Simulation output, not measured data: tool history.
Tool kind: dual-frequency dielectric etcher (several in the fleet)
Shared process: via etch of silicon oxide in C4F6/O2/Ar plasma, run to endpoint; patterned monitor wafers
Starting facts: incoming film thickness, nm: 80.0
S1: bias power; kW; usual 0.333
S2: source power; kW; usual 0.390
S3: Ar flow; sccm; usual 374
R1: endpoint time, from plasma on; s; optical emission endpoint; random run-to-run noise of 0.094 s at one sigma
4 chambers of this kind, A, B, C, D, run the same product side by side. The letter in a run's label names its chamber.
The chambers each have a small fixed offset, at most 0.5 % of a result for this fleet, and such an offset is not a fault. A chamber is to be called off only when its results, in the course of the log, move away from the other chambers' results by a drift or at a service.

run 1A hour=7.5 | S1=0.333 S2=0.390 S3=374 | R1=21.090
run 2C hour=15.0 | S1=0.333 S2=0.390 S3=374 | R1=21.229
run 3D hour=21.9 | S1=0.333 S2=0.390 S3=374 | R1=21.199
-- hour=26.4 chamber D: wet clean of the chamber
run 4B hour=30.2 | S1=0.333 S2=0.390 S3=374 | R1=21.081
run 5A hour=41.1 | S1=0.359 S2=0.390 S3=291 | R1=19.965
run 6B hour=49.7 | S1=0.359 S2=0.390 S3=291 | R1=19.859
-- hour=57.7 chamber C: source power generator calibrated
run 7C hour=59.5 | S1=0.359 S2=0.390 S3=291 | R1=19.839
run 8D hour=70.4 | S1=0.359 S2=0.390 S3=291 | R1=20.056
run 9C hour=77.7 | S1=0.333 S2=0.390 S3=374 | R1=21.170
run 10D hour=85.1 | S1=0.333 S2=0.390 S3=374 | R1=21.066
-- hour=85.3 chamber A: wet clean of the chamber
run 11A hour=92.2 | S1=0.333 S2=0.390 S3=374 | R1=21.056
run 12B hour=99.7 | S1=0.333 S2=0.390 S3=374 | R1=21.176
run 13B hour=108.5 | S1=0.333 S2=0.390 S3=374 | R1=21.050
run 14C hour=114.0 | S1=0.333 S2=0.320 S3=374 | R1=22.857
run 15A hour=122.5 | S1=0.333 S2=0.320 S3=374 | R1=22.690
run 16D hour=132.9 | S1=0.333 S2=0.320 S3=374 | R1=22.704
run 17C hour=137.6 | S1=0.333 S2=0.320 S3=374 | R1=22.702
run 18D hour=145.8 | S1=0.333 S2=0.390 S3=374 | R1=21.085
run 19A hour=152.1 | S1=0.333 S2=0.390 S3=374 | R1=20.998
run 20B hour=158.7 | S1=0.333 S2=0.390 S3=374 | R1=21.227
run 21B hour=163.8 | S1=0.333 S2=0.390 S3=374 | R1=21.174
run 22D hour=173.0 | S1=0.333 S2=0.390 S3=374 | R1=21.053
run 23C hour=177.9 | S1=0.256 S2=0.420 S3=374 | R1=22.316
run 24A hour=186.4 | S1=0.256 S2=0.420 S3=374 | R1=22.550
-- hour=195.0 chamber B: Ar flow controller replaced
run 25D hour=197.4 | S1=0.256 S2=0.420 S3=374 | R1=22.557
run 26C hour=205.4 | S1=0.256 S2=0.420 S3=374 | R1=22.648
run 27A hour=215.4 | S1=0.333 S2=0.390 S3=374 | R1=21.193
run 28B hour=224.8 | S1=0.333 S2=0.390 S3=374 | R1=21.146
run 29C hour=232.9 | S1=0.333 S2=0.390 S3=374 | R1=21.036
run 30A hour=242.7 | S1=0.333 S2=0.390 S3=374 | R1=21.207
run 31D hour=250.7 | S1=0.333 S2=0.390 S3=374 | R1=21.095
run 32B hour=260.4 | S1=0.333 S2=0.390 S3=374 | R1=21.130
run 33A hour=269.9 | S1=0.333 S2=0.390 S3=374 | R1=21.124
-- hour=276.8 chamber B: wet clean of the chamber
run 34B hour=279.4 | S1=0.333 S2=0.390 S3=374 | R1=21.078
run 35D hour=290.2 | S1=0.333 S2=0.390 S3=374 | R1=21.305
run 36C hour=297.2 | S1=0.333 S2=0.390 S3=374 | R1=21.144
-- hour=300.9 chamber C: wet clean of the chamber
-- hour=301.1 chamber C: bias power generator calibrated
run 37B hour=305.3 | S1=0.333 S2=0.390 S3=374 | R1=21.151
run 38C hour=316.3 | S1=0.333 S2=0.390 S3=374 | R1=21.192

Predict what each chamber gives when all 4 of them run the settings below next.
run 39A hour=324.1 | S1=0.333 S2=0.390 S3=323 | R1=?
run 39B hour=324.1 | S1=0.333 S2=0.390 S3=323 | R1=?
run 39C hour=324.1 | S1=0.333 S2=0.390 S3=323 | R1=?
run 39D hour=324.1 | S1=0.333 S2=0.390 S3=323 | R1=?

run=39A R1=20.723
run=39B R1=20.808
run=39C R1=20.826
run=39D R1=20.943
